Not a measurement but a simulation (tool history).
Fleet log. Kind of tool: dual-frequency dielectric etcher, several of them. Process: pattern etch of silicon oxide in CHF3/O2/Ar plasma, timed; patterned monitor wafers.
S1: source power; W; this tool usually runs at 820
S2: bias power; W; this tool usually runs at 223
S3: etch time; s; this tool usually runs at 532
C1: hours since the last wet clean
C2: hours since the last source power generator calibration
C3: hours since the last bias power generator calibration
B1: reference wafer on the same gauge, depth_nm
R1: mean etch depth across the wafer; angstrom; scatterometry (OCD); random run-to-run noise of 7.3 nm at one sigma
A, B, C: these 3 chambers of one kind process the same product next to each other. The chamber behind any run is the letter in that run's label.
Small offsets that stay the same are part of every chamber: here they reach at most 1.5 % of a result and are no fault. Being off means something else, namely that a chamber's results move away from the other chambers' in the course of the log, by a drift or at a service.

Run 1A, hour 10.5: usual settings; C1 177.7; C2 3988.7; C3 1532.7; B1 1028.5. Result: R1 12788 angstrom.
At hour 17.5: chamber A: source power generator calibrated.
Run 2B, hour 21.2: usual settings; C1 64.2; C2 1755.7; C3 793.4; B1 1031.8. Result: R1 12776 angstrom.
Run 3C, hour 31.4: usual settings; C1 220; C2 540.1; C3 335.9; B1 1031.7. Result: R1 12868 angstrom.
Run 4A, hour 40.9: usual settings; C1 208.1; C2 23.4; C3 1563.1; B1 1029.1. Result: R1 12822 angstrom.
Run 5C, hour 49.2: usual settings; C1 237.8; C2 557.9; C3 353.7; B1 1029.7. Result: R1 12830 angstrom.
Run 6B, hour 59: usual settings but S2 251 W; C1 102; C2 1793.5; C3 831.2; B1 1030.3. Result: R1 13370 angstrom.
Run 7A, hour 70.4: usual settings but S2 251 W; C1 237.6; C2 52.9; C3 1592.6; B1 1030. Result: R1 13228 angstrom.
Run 8B, hour 78: usual settings but S2 251 W; C1 121; C2 1812.5; C3 850.2; B1 1030.1. Result: R1 13125 angstrom.
Run 9C, hour 91.2: usual settings; C1 279.8; C2 599.9; C3 395.7; B1 1030.5. Result: R1 12965 angstrom.
Run 10C, hour 100.9: usual settings; C1 289.5; C2 609.6; C3 405.4; B1 1028.8. Result: R1 12887 angstrom.
Run 11A, hour 110: usual settings; C1 277.2; C2 92.5; C3 1632.2; B1 1030.3. Result: R1 12794 angstrom.
Run 12B, hour 122.7: usual settings; C1 165.7; C2 1857.2; C3 894.9; B1 1030.1. Result: R1 12747 angstrom.
Run 13B, hour 136: usual settings but S3 442.5 s; C1 179; C2 1870.5; C3 908.2; B1 1029.9. Result: R1 10661 angstrom.
Run 14A, hour 143.6: usual settings but S3 442.5 s; C1 310.8; C2 126.1; C3 1665.8; B1 1029.7. Result: R1 10554 angstrom.
Run 15C, hour 154.5: usual settings but S3 442.5 s; C1 343.1; C2 663.2; C3 459; B1 1031. Result: R1 10758 angstrom.
At hour 163.7: chamber A: wet clean of the chamber.
Run 16A, hour 166.1: usual settings; C1 2.4; C2 148.6; C3 1688.3; B1 1030.4. Result: R1 12768 angstrom.
Run 17C, hour 175.1: usual settings; C1 363.7; C2 683.8; C3 479.6; B1 1029.5. Result: R1 13078 angstrom.
Run 18B, hour 181.3: usual settings; C1 224.3; C2 1915.8; C3 953.5; B1 1030.3. Result: R1 12823 angstrom.
Run 19B, hour 194.5: usual settings; C1 237.5; C2 1929; C3 966.7; B1 1030.3. Result: R1 12716 angstrom.
Run 20C, hour 201.7: usual settings; C1 390.3; C2 710.4; C3 506.2; B1 1030.3. Result: R1 13208 angstrom.
Run 21A, hour 212.6: usual settings; C1 48.9; C2 195.1; C3 1734.8; B1 1028.6. Result: R1 12727 angstrom.
Run 22A, hour 225.7: usual settings but S3 653 s; C1 62; C2 208.2; C3 1747.9; B1 1029.7. Result: R1 15486 angstrom.
Run 23C, hour 235.7: usual settings but S3 653 s; C1 424.3; C2 744.4; C3 540.2; B1 1030.7. Result: R1 16168 angstrom.
Run 24B, hour 242.6: usual settings but S3 653 s; C1 285.6; C2 1977.1; C3 1014.8; B1 1029.6. Result: R1 15759 angstrom.
Run 25C, hour 251.2: usual settings; C1 439.8; C2 759.9; C3 555.7; B1 1028.9. Result: R1 13185 angstrom.
Run 26A, hour 258.2: usual settings; C1 94.5; C2 240.7; C3 1780.4; B1 1029.8. Result: R1 12783 angstrom.
Run 27B, hour 264.3: usual settings; C1 307.3; C2 1998.8; C3 1036.5; B1 1028.5. Result: R1 12698 angstrom.
Run 28C, hour 271.9: usual settings; C1 460.5; C2 780.6; C3 576.4; B1 1029.3. Result: R1 13357 angstrom.
Run 29A, hour 282.6: usual settings; C1 118.9; C2 265.1; C3 1804.8; B1 1029.6. Result: R1 12762 angstrom.
Run 30B, hour 296.4: usual settings; C1 339.4; C2 2030.9; C3 1068.6; B1 1030.8. Result: R1 12887 angstrom.
Run 31A, hour 306.9: usual settings; C1 143.2; C2 289.4; C3 1829.1; B1 1031.1. Result: R1 12868 angstrom.

Next, all 3 chambers run the settings below, one line each with question marks for the results. What does each chamber give?
Run 32A, hour 317: usual settings but S1 730 W. Result: R1 ?.
Run 32B, hour 317: usual settings but S1 730 W. Result: R1 ?.
Run 32C, hour 317: usual settings but S1 730 W. Result: R1 ?.

run     R1
32A  12105
32B  12133
32C  12716
